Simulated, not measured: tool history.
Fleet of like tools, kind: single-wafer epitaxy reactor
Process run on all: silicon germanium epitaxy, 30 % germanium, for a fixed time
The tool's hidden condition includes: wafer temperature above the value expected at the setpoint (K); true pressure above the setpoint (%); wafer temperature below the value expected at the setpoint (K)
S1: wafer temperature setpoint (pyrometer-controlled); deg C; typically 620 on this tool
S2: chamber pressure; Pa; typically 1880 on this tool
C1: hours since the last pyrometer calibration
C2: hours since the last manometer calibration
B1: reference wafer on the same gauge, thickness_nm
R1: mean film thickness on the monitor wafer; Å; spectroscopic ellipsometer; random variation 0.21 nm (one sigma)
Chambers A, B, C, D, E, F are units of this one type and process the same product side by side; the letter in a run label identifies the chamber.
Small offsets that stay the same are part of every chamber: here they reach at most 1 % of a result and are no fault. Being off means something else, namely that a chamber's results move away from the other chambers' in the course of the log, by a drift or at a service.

{"run": "1C", "hour": 10.0, "S1": 620, "S2": 1880, "C1": 195.3, "C2": 806.5, "B1": 78.322, "R1": 733.86}
{"run": "2B", "hour": 24.1, "S1": 620, "S2": 1880, "C1": 390.5, "C2": 919.8, "B1": 78.379, "R1": 734.68}
{"run": "3D", "hour": 30.8, "S1": 620, "S2": 1880, "C1": 818, "C2": 2311.5, "B1": 78.224, "R1": 727.97}
{"run": "4A", "hour": 40.9, "S1": 620, "S2": 1880, "C1": 751.4, "C2": 1041.9, "B1": 78.278, "R1": 736.51}
{"run": "5F", "hour": 53.3, "S1": 620, "S2": 1880, "C1": 1036.1, "C2": 690, "B1": 78.249, "R1": 734.53}
{"run": "6E", "hour": 60.7, "S1": 620, "S2": 1880, "C1": 1109.7, "C2": 222.9, "B1": 78.271, "R1": 737.61}
{"run": "7D", "hour": 67.7, "S1": 620, "S2": 1880, "C1": 854.9, "C2": 2348.4, "B1": 78.315, "R1": 727.66}
{"run": "8E", "hour": 82.0, "S1": 620, "S2": 1880, "C1": 1131, "C2": 244.2, "B1": 78.26, "R1": 735.13}
{"hour": 91.5, "done": "chamber D: capacitance manometer re-zeroed and calibrated"}
{"run": "9C", "hour": 93.3, "S1": 620, "S2": 1880, "C1": 278.6, "C2": 889.8, "B1": 78.363, "R1": 730.7}
{"run": "10A", "hour": 100.5, "S1": 620, "S2": 1880, "C1": 811, "C2": 1101.5, "B1": 78.322, "R1": 731.73}
{"hour": 101.9, "done": "chamber F: pyrometer calibrated"}
{"run": "11F", "hour": 113.9, "S1": 620, "S2": 1880, "C1": 12.1, "C2": 750.6, "B1": 78.267, "R1": 735.08}
{"run": "12B", "hour": 123.6, "S1": 620, "S2": 1880, "C1": 490, "C2": 1019.3, "B1": 78.35, "R1": 734.35}
{"run": "13B", "hour": 132.3, "S1": 620, "S2": 1880, "C1": 498.7, "C2": 1028, "B1": 78.263, "R1": 737.62}
{"run": "14D", "hour": 141.9, "S1": 620, "S2": 1880, "C1": 929.1, "C2": 50.5, "B1": 78.306, "R1": 725.39}
{"run": "15C", "hour": 151.9, "S1": 620, "S2": 1880, "C1": 337.2, "C2": 948.4, "B1": 78.301, "R1": 733.76}
{"run": "16A", "hour": 166.9, "S1": 620, "S2": 1880, "C1": 877.4, "C2": 1167.9, "B1": 78.246, "R1": 734.06}
{"run": "17E", "hour": 176.9, "S1": 620, "S2": 1880, "C1": 1225.9, "C2": 339.1, "B1": 78.316, "R1": 737.79}
{"run": "18F", "hour": 184.0, "S1": 620, "S2": 1880, "C1": 82.2, "C2": 820.7, "B1": 78.283, "R1": 731.92}
{"run": "19B", "hour": 199.3, "S1": 620, "S2": 1880, "C1": 565.7, "C2": 1095, "B1": 78.297, "R1": 735.06}
{"run": "20D", "hour": 213.5, "S1": 620, "S2": 1880, "C1": 1000.7, "C2": 122.1, "B1": 78.294, "R1": 733.83}
{"run": "21E", "hour": 224.3, "S1": 620, "S2": 1880, "C1": 1273.3, "C2": 386.5, "B1": 78.268, "R1": 741.14}
{"run": "22F", "hour": 234.4, "S1": 620, "S2": 1880, "C1": 132.6, "C2": 871.1, "B1": 78.338, "R1": 732.79}
{"run": "23A", "hour": 246.7, "S1": 620, "S2": 1880, "C1": 957.2, "C2": 1247.7, "B1": 78.295, "R1": 731.79}
{"hour": 247.3, "done": "chamber A: pyrometer calibrated"}
{"run": "24C", "hour": 256.2, "S1": 620, "S2": 1880, "C1": 441.5, "C2": 1052.7, "B1": 78.345, "R1": 732.17}
{"run": "25A", "hour": 265.1, "S1": 631, "S2": 1533, "C1": 17.8, "C2": 1266.1, "B1": 78.254, "R1": 814.42}
{"run": "26E", "hour": 275.2, "S1": 631, "S2": 1533, "C1": 1324.2, "C2": 437.4, "B1": 78.295, "R1": 821.16}
{"run": "27F", "hour": 286.6, "S1": 631, "S2": 1533, "C1": 184.8, "C2": 923.3, "B1": 78.294, "R1": 815.4}
{"run": "28D", "hour": 298.2, "S1": 631, "S2": 1533, "C1": 1085.4, "C2": 206.8, "B1": 78.274, "R1": 828.01}
{"run": "29B", "hour": 310.8, "S1": 631, "S2": 1533, "C1": 677.2, "C2": 1206.5, "B1": 78.273, "R1": 823.48}
{"run": "30C", "hour": 321.9, "S1": 631, "S2": 1533, "C1": 507.2, "C2": 1118.4, "B1": 78.349, "R1": 812.6}
{"run": "31F", "hour": 332.4, "S1": 620, "S2": 1880, "C1": 230.6, "C2": 969.1, "B1": 78.257, "R1": 730.63}
{"run": "32E", "hour": 339.8, "S1": 614, "S2": 1573, "C1": 1388.8, "C2": 502, "B1": 78.316, "R1": 620.73}
{"run": "33C", "hour": 350.7, "S1": 614, "S2": 1573, "C1": 536, "C2": 1147.2, "B1": 78.248, "R1": 612.06}
{"run": "34A", "hour": 358.8, "S1": 614, "S2": 1573, "C1": 111.5, "C2": 1359.8, "B1": 78.295, "R1": 612.76}
{"run": "35D", "hour": 366.4, "S1": 614, "S2": 1573, "C1": 1153.6, "C2": 275, "B1": 78.328, "R1": 630.04}
{"run": "36B", "hour": 378.2, "S1": 614, "S2": 1573, "C1": 744.6, "C2": 1273.9, "B1": 78.293, "R1": 615.91}

Predict what each chamber gives when all 6 of them run the settings below next.
{"run": "37A", "hour": 389.2, "S1": 620, "S2": 1547, "R1": "?"}
{"run": "37B", "hour": 389.2, "S1": 620, "S2": 1547, "R1": "?"}
{"run": "37C", "hour": 389.2, "S1": 620, "S2": 1547, "R1": "?"}
{"run": "37D", "hour": 389.2, "S1": 620, "S2": 1547, "R1": "?"}
{"run": "37E", "hour": 389.2, "S1": 620, "S2": 1547, "R1": "?"}
{"run": "37F", "hour": 389.2, "S1": 620, "S2": 1547, "R1": "?"}

run=37A R1=676.16
run=37B R1=677.65
run=37C R1=674.55
run=37D R1=691.55
run=37E R1=680.2
run=37F R1=677.98
